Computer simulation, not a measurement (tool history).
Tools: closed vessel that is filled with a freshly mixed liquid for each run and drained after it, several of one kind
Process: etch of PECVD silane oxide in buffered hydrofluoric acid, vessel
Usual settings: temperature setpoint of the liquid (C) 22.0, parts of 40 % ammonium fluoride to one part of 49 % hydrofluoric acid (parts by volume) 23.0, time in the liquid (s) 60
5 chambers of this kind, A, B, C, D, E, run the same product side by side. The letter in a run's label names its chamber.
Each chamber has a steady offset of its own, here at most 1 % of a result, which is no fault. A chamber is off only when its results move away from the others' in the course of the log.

run   hour  temperature setpoint of the liquid (C)  parts of 40 % ammonium fluoride to one part of 49 % hydrofluoric acid (parts by volume)  time in the liquid (s)  hours since the thermometer was replaced  hours since the hydrofluoric acid flow meter was replaced  read-back film thickness of the PECVD silane oxide reference wafer, read on the same gauge (nm)  thickness taken off the PECVD silane oxide on a monitor wafer (nm)
 1B    5.9                                    22.0                                                                                     23.0                      60                                     430.1                                                     1536.1                                                                                           59.980                                                              38.917
 2C   11.3                                    22.0                                                                                     23.0                      60                                    2010.6                                                      799.2                                                                                           60.009                                                              39.202
 3A   14.9                                    22.0                                                                                     23.0                      60                                    2166.6                                                      318.3                                                                                           59.962                                                              38.482
 4E   18.6                                    22.0                                                                                     23.0                      60                                    2870.5                                                      381.5                                                                                           59.973                                                              39.021
 5D   22.6                                    22.0                                                                                     23.0                      60                                     135.9                                                       86.8                                                                                           59.990                                                              38.996
 6D   27.0                                    22.0                                                                                     23.0                      60                                     140.3                                                       91.2                                                                                           60.001                                                              39.143
 7A   30.8                                    22.0                                                                                     23.0                      60                                    2182.5                                                      334.2                                                                                           59.982                                                              38.368
 8C   37.1                                    22.0                                                                                     23.0                      60                                    2036.4                                                      825.0                                                                                           60.010                                                              38.879
 9B   41.0                                    22.0                                                                                     23.0                      60                                     465.2                                                     1571.2                                                                                           60.006                                                              38.726
10E   47.3                                    22.0                                                                                     23.0                      60                                    2899.2                                                      410.2                                                                                           60.028                                                              38.952
11A   51.4                                    22.0                                                                                     18.0                      90                                    2203.1                                                      354.8                                                                                           59.986                                                              70.619
12B   58.4                                    22.0                                                                                     18.0                      90                                     482.6                                                     1588.6                                                                                           59.972                                                              70.900
13D   65.4                                    22.0                                                                                     18.0                      90                                     178.7                                                      129.6                                                                                           59.970                                                              71.625
14E   72.0                                    22.0                                                                                     18.0                      90                                    2923.9                                                      434.9                                                                                           60.044                                                              70.360
15C   78.6                                    22.0                                                                                     18.0                      90                                    2077.9                                                      866.5                                                                                           59.978                                                              71.298
16D   84.4                                    22.0                                                                                     23.0                      75                                     197.7                                                      148.6                                                                                           60.030                                                              48.759
17A   90.0                                    22.0                                                                                     23.0                      75                                    2241.7                                                      393.4                                                                                           60.024                                                              48.344
18E   94.1                                    22.0                                                                                     23.0                      75                                    2946.0                                                      457.0                                                                                           60.046                                                              48.178
19B   98.5                                    22.0                                                                                     23.0                      75                                     522.7                                                     1628.7                                                                                           60.033                                                              48.420
20C  103.5                                    22.0                                                                                     23.0                      75                                    2102.8                                                      891.4                                                                                           59.979                                                              49.234
21D  107.2                                    18.5                                                                                     26.5                      60                                     220.5                                                      171.4                                                                                           59.990                                                              29.159
22A  114.5                                    18.5                                                                                     26.5                      60                                    2266.2                                                      417.9                                                                                           60.023                                                              28.365
23E  119.7                                    18.5                                                                                     26.5                      60                                    2971.6                                                      482.6                                                                                           59.985                                                              29.187
     122.9  -- chamber E: thermometer replaced
24B  124.6                                    18.5                                                                                     26.5                      60                                     548.8                                                     1654.8                                                                                           59.980                                                              28.937
25C  128.7                                    18.5                                                                                     26.5                      60                                    2128.0                                                      916.6                                                                                           59.995                                                              29.760
26E  135.8                                    22.0                                                                                     23.0                      60                                      13.0                                                      498.7                                                                                           59.973                                                              38.999
27C  143.3                                    22.0                                                                                     23.0                      60                                    2142.6                                                      931.2                                                                                           59.963                                                              40.830
28D  147.4                                    22.0                                                                                     23.0                      60                                     260.7                                                      211.6                                                                                           60.027                                                              38.840
29B  153.7                                    22.0                                                                                     23.0                      60                                     577.9                                                     1683.9                                                                                           60.025                                                              39.074
30A  159.3                                    22.0                                                                                     23.0                      60                                    2311.0                                                      462.7                                                                                           59.995                                                              38.311
31D  165.1                                    22.0                                                                                     23.0                      60                                     278.4                                                      229.3                                                                                           59.996                                                              38.667
32A  171.2                                    22.0                                                                                     23.0                      60                                    2322.9                                                      474.6                                                                                           59.960                                                              38.161

What goes on in this fleet: one chamber off, a drifting gauge, or nothing beyond the chambers' own small offsets? Name the chamber and the cause, if any.

Chamber C drifts away from the others.
Cause: hydrofluoric acid flow above the setpoint (%) = 9.11.
The log may not tell that from: liquid hotter than its thermometer reads (K).

Here are 4 candidates for chamber C's next run, each the usual settings with a change, their results left as question marks. Which one brings its results back in line with what the others give on the usual settings?
In line means no further than this from the other chambers' mean on the usual settings: thickness taken off the PECVD silane oxide on a monitor wafer (nm) 0.800
33C-1  176.6                                    22.0                                                                                     22.0                      60                                                                                                                                                                                                                                                                         ?
33C-2  176.6                                    23.0                                                                                     23.0                      60                                                                                                                                                                                                                                                                         ?
33C-3  176.6                                    22.0                                                                                     24.0                      60                                                                                                                                                                                                                                                                         ?
33C-4  176.6                                    21.0                                                                                     23.0                      60                                                                                                                                                                                                                                                                         ?

The other chambers' mean on the usual settings: thickness taken off the PECVD silane oxide on a monitor wafer (nm) 38.721
  run  thickness taken off the PECVD silane oxide on a monitor wafer (nm)
33C-1                                                              42.424
33C-2                                                              43.440
33C-3                                                              39.920
33C-4                                                              38.922
33C-4 brings the chamber back in line.

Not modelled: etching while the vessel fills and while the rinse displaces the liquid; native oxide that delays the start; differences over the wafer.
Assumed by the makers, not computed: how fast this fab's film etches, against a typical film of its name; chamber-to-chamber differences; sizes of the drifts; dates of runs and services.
